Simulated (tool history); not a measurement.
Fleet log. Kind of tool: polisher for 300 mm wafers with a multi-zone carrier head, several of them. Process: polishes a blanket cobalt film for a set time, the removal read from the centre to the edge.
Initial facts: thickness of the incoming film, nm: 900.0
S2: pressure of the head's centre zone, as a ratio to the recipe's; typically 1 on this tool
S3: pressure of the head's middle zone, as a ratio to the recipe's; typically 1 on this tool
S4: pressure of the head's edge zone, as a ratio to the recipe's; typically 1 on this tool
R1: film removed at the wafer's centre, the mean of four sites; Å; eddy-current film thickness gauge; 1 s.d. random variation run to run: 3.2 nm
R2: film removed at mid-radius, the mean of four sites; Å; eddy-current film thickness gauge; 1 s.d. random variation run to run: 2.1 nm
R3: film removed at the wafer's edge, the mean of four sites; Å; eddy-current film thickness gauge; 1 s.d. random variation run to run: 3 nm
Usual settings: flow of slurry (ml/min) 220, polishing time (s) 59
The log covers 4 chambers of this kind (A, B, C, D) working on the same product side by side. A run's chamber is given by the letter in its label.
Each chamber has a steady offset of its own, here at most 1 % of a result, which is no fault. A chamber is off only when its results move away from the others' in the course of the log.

run 1A hour=8.8 | flow_of_slurry_(ml/min)=220 S2=1 S3=1 S4=1 polishing_time_(s)=59 | R1=2876.8 R2=2897 R3=2894.3
run 2D hour=13.4 | flow_of_slurry_(ml/min)=220 S2=1 S3=1 S4=1 polishing_time_(s)=59 | R1=2920.5 R2=2870.3 R3=2897.4
-- hour=15.2 chamber C: worn pad replaced by a new one
run 3C hour=17.4 | flow_of_slurry_(ml/min)=220 S2=1 S3=1 S4=1 polishing_time_(s)=59 | R1=2869.1 R2=2959.2 R3=2882.2
-- hour=18.6 chamber B: worn pad replaced by a new one
run 4B hour=22 | flow_of_slurry_(ml/min)=220 S2=1 S3=1 S4=1 polishing_time_(s)=59 | R1=2938.8 R2=2880 R3=2854.1
run 5C hour=26.9 | flow_of_slurry_(ml/min)=220 S2=1 S3=1 S4=1 polishing_time_(s)=59 | R1=2812.3 R2=2877.3 R3=2870
-- hour=31.1 chamber A: slurry nozzle cleaned
-- hour=32.5 chamber D: worn pad replaced by a new one
run 6A hour=35.7 | flow_of_slurry_(ml/min)=220 S2=1 S3=1 S4=1 polishing_time_(s)=59 | R1=2840.6 R2=2889.9 R3=2909.8
run 7B hour=43.3 | flow_of_slurry_(ml/min)=220 S2=1 S3=1 S4=1 polishing_time_(s)=59 | R1=2864.4 R2=2914.3 R3=2902.5
-- hour=44.5 chamber A: worn pad replaced by a new one
run 8D hour=47.9 | flow_of_slurry_(ml/min)=220 S2=1 S3=1 S4=1 polishing_time_(s)=59 | R1=2990 R2=2947.7 R3=2911.3
run 9D hour=53.3 | flow_of_slurry_(ml/min)=220 S2=1 S3=1 S4=1 polishing_time_(s)=59 | R1=2965.8 R2=2908.3 R3=2863.7
-- hour=61.7 chamber C: worn pad replaced by a new one
run 10A hour=62.1 | flow_of_slurry_(ml/min)=220 S2=1 S3=1 S4=1 polishing_time_(s)=59 | R1=2860 R2=2877.9 R3=2893
run 11C hour=70.7 | flow_of_slurry_(ml/min)=220 S2=1 S3=1 S4=1 polishing_time_(s)=59 | R1=2928.4 R2=2913.6 R3=2889.1
-- hour=71.2 chamber B: worn pad replaced by a new one
run 12B hour=75.4 | flow_of_slurry_(ml/min)=220 S2=1 S3=1 S4=1 polishing_time_(s)=59 | R1=2873 R2=2865.5 R3=2856.1
run 13A hour=83.6 | flow_of_slurry_(ml/min)=220 S2=1.07 S3=1 S4=1.05 polishing_time_(s)=59 | R1=3123.4 R2=2859.9 R3=2929.2
run 14C hour=88.8 | flow_of_slurry_(ml/min)=220 S2=1.07 S3=1 S4=1.05 polishing_time_(s)=59 | R1=3128.4 R2=2908.4 R3=2936.8
-- hour=89.4 chamber D: worn pad replaced by a new one
run 15D hour=95.1 | flow_of_slurry_(ml/min)=220 S2=1.07 S3=1 S4=1.05 polishing_time_(s)=59 | R1=3189.8 R2=2914.9 R3=3022.7
-- hour=95.7 chamber A: centre zone pressure recalibrated
run 16B hour=103.6 | flow_of_slurry_(ml/min)=220 S2=1.07 S3=1 S4=1.05 polishing_time_(s)=59 | R1=3157.8 R2=2909.1 R3=2994.6
-- hour=109.2 chamber C: worn pad replaced by a new one
run 17D hour=112.5 | flow_of_slurry_(ml/min)=220 S2=1 S3=1 S4=1 polishing_time_(s)=59 | R1=3047.2 R2=2894.3 R3=2856.8
-- hour=115.9 chamber D: slurry nozzle cleaned
run 18B hour=119.2 | flow_of_slurry_(ml/min)=220 S2=1 S3=1 S4=1 polishing_time_(s)=59 | R1=2946.1 R2=2887.2 R3=2871.4
run 19A hour=124.9 | flow_of_slurry_(ml/min)=280 S2=1 S3=1 S4=1 polishing_time_(s)=59 | R1=3003.5 R2=2964.1 R3=2948.6
-- hour=130.8 chamber B: worn pad replaced by a new one
-- hour=131.1 chamber B: edge zone pressure recalibrated
run 20C hour=132.6 | flow_of_slurry_(ml/min)=280 S2=1 S3=1 S4=1 polishing_time_(s)=59 | R1=2951.2 R2=2995.1 R3=2992.6
-- hour=137.3 chamber C: slurry nozzle cleaned
run 21B hour=138.9 | flow_of_slurry_(ml/min)=280 S2=1 S3=1 S4=1 polishing_time_(s)=59 | R1=2994.1 R2=2970.1 R3=2956.7
-- hour=143.7 chamber A: worn pad replaced by a new one
run 22D hour=147.6 | flow_of_slurry_(ml/min)=280 S2=1 S3=1 S4=1 polishing_time_(s)=59 | R1=3158 R2=3008.8 R3=2971.8
-- hour=149.5 chamber C: worn pad replaced by a new one
run 23A hour=154.7 | flow_of_slurry_(ml/min)=220 S2=1 S3=1 S4=1 polishing_time_(s)=59 | R1=2900.6 R2=2875.4 R3=2866.5
-- hour=158.7 chamber D: worn pad replaced by a new one
run 24C hour=163.6 | flow_of_slurry_(ml/min)=220 S2=1 S3=1 S4=1 polishing_time_(s)=59 | R1=2927.7 R2=2898.4 R3=2929.4
run 25C hour=167.7 | flow_of_slurry_(ml/min)=220 S2=1 S3=1 S4=1 polishing_time_(s)=59 | R1=2891.1 R2=2890.4 R3=2848
-- hour=172.9 chamber B: slurry nozzle cleaned
run 26A hour=173.7 | flow_of_slurry_(ml/min)=220 S2=1 S3=1 S4=1 polishing_time_(s)=59 | R1=2868.5 R2=2871.3 R3=2881
run 27B hour=182.3 | flow_of_slurry_(ml/min)=220 S2=1 S3=1 S4=1 polishing_time_(s)=59 | R1=2912.8 R2=2860 R3=2894.2
run 28D hour=187.1 | flow_of_slurry_(ml/min)=220 S2=1 S3=1 S4=1 polishing_time_(s)=59 | R1=3104 R2=2880.7 R3=2907.3
run 29C hour=193.9 | flow_of_slurry_(ml/min)=220 S2=1 S3=1 S4=1 polishing_time_(s)=59 | R1=2917.6 R2=2914.7 R3=2855.1

All chambers now run identical settings, listed one chamber a line with results as question marks. What results will each chamber show?
run 30A hour=200.4 | flow_of_slurry_(ml/min)=220 S2=1 S3=0.89 S4=1 polishing_time_(s)=59 | R1=? R2=? R3=?
run 30B hour=200.4 | flow_of_slurry_(ml/min)=220 S2=1 S3=0.89 S4=1 polishing_time_(s)=59 | R1=? R2=? R3=?
run 30C hour=200.4 | flow_of_slurry_(ml/min)=220 S2=1 S3=0.89 S4=1 polishing_time_(s)=59 | R1=? R2=? R3=?
run 30D hour=200.4 | flow_of_slurry_(ml/min)=220 S2=1 S3=0.89 S4=1 polishing_time_(s)=59 | R1=? R2=? R3=?

run=30A R1=2900.7 R2=2595.1 R3=2821.8
run=30B R1=2833.8 R2=2578.2 R3=2917.4
run=30C R1=2843.5 R2=2622.9 R3=2881.5
run=30D R1=3134.9 R2=2585.6 R3=2964.1
